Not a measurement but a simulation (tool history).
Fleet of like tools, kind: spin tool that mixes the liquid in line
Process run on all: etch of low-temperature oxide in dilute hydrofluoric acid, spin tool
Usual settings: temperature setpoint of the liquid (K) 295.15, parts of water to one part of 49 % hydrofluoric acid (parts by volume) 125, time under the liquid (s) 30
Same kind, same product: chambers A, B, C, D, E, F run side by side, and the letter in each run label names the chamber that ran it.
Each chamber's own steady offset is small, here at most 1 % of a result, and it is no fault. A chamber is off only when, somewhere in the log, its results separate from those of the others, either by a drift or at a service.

run,day,temperature setpoint of the liquid (K),parts of water to one part of 49 % hydrofluoric acid (parts by volume),time under the liquid (s),hours since the thermometer was replaced,hours since the hydrofluoric acid flow meter was replaced,"read-back film thickness of the low-temperature oxide reference wafer, read on the same gauge (nm)",thickness taken off the low-temperature oxide on a monitor wafer (Å)
1D,0.392,295.15,125,30,314.7,1760.5,80.026,75.499
2B,0.588,295.15,125,30,940.8,184.7,79.992,76.913
# day 0.771: chamber A: hydrofluoric acid flow meter replaced
3C,0.821,295.15,125,30,541.9,647.0,79.993,75.188
4A,1.017,295.15,125,30,1121.5,5.9,80.006,75.922
5E,1.442,295.15,125,30,283.3,1628.9,80.011,75.634
6F,1.688,295.15,125,30,1235.5,438.5,79.993,75.813
# day 2.000: chamber D: hydrofluoric acid flow meter replaced
7E,2.033,295.15,125,30,297.5,1643.1,80.010,74.986
8A,2.358,295.15,125,30,1153.7,38.1,79.993,75.042
9D,2.546,295.15,125,30,366.4,13.2,79.990,74.619
10C,2.754,295.15,125,30,588.3,693.4,80.011,75.671
11F,3.083,299.15,125,45,1269.0,472.0,80.022,134.020
12B,3.358,299.15,125,45,1007.3,251.2,79.994,133.840
13A,3.771,299.15,125,45,1187.6,72.0,80.009,134.030
14E,4.029,299.15,125,45,345.4,1691.0,80.013,132.320
15B,4.279,299.15,125,45,1029.4,273.3,80.009,132.320
16D,4.667,299.15,125,45,417.3,64.1,80.016,131.730
17F,4.962,295.15,125,30,1314.1,517.1,80.003,75.190
18C,5.367,295.15,125,30,651.0,756.1,79.998,74.830
19E,5.688,295.15,175,40,385.2,1730.8,79.984,66.531
20C,5.979,295.15,175,40,665.7,770.8,79.986,65.136
21A,6.367,295.15,175,40,1249.9,134.3,80.004,68.556
22F,6.662,295.15,175,40,1354.9,557.9,79.996,68.823
23D,6.979,295.15,175,40,472.8,119.6,80.017,67.917
24B,7.379,295.15,175,40,1103.8,347.7,80.005,68.685
25E,7.579,295.15,125,30,430.6,1776.2,79.996,75.369
26C,7.775,295.15,125,30,708.8,813.9,79.991,72.286
# day 8.204: chamber E: hydrofluoric acid flow meter replaced
27A,8.204,295.15,125,30,1294.0,178.4,79.989,75.198
28B,8.608,295.15,125,30,1133.3,377.2,79.985,75.641
29D,8.958,295.15,125,30,520.3,167.1,80.019,75.840
30F,9.150,295.15,125,30,1414.6,617.6,79.987,76.304
31C,9.421,295.15,100,45,748.3,853.4,79.981,140.490
32E,9.838,295.15,100,45,484.8,39.3,80.002,147.620
33D,10.254,295.15,100,45,551.4,198.2,79.991,145.810
34A,10.608,295.15,100,45,1351.7,236.1,79.982,147.030
35B,11.033,295.15,100,45,1191.5,435.4,79.999,149.000
36F,11.383,295.15,100,45,1468.2,671.2,79.992,146.090
37D,11.571,295.15,125,30,583.0,229.8,79.997,75.814
38A,11.888,295.15,125,30,1382.4,266.8,79.981,75.592
39C,12.254,295.15,125,30,816.3,921.4,80.011,72.101
40F,12.454,295.15,125,30,1493.9,696.9,80.005,76.325
41B,12.883,295.15,125,30,1235.9,479.8,80.007,75.633
42E,13.217,295.15,125,30,565.9,120.4,79.997,76.280
43F,13.442,295.15,125,30,1517.6,720.6,79.993,75.878
44D,13.650,295.15,125,30,632.9,279.7,79.999,75.177

Is one chamber off against the others, does the gauge drift, or is nothing wrong? If a chamber is off, say which, and what the likeliest cause is.

Chamber C drifts away from the others.
Most likely cause: liquid colder than its thermometer reads (K) = 1.47.
From this log alone, it may not be told apart from: hydrofluoric acid flow below the setpoint (%).

Chamber C could run next with any of the 4 candidate recipes listed below; each alters the usual settings, and their results appear as question marks. Which one brings its results back in line with what the other chambers deliver on the usual settings?
Maximum distance from the other chambers' mean on the usual settings for a result to count as in line: thickness taken off the low-temperature oxide on a monitor wafer (Å) 2.000
45C-1,13.958,293.65,125,30,,,,?
45C-2,13.958,292.15,125,30,,,,?
45C-3,13.958,296.65,125,30,,,,?
45C-4,13.958,298.15,125,30,,,,?

What the other chambers average on the usual settings: thickness taken off the low-temperature oxide on a monitor wafer (Å) 75.742
run,thickness taken off the low-temperature oxide on a monitor wafer (Å)
45C-1,66.475
45C-2,62.529
45C-3,74.937
45C-4,79.495
45C-3 puts the chamber back in line with the other chambers.

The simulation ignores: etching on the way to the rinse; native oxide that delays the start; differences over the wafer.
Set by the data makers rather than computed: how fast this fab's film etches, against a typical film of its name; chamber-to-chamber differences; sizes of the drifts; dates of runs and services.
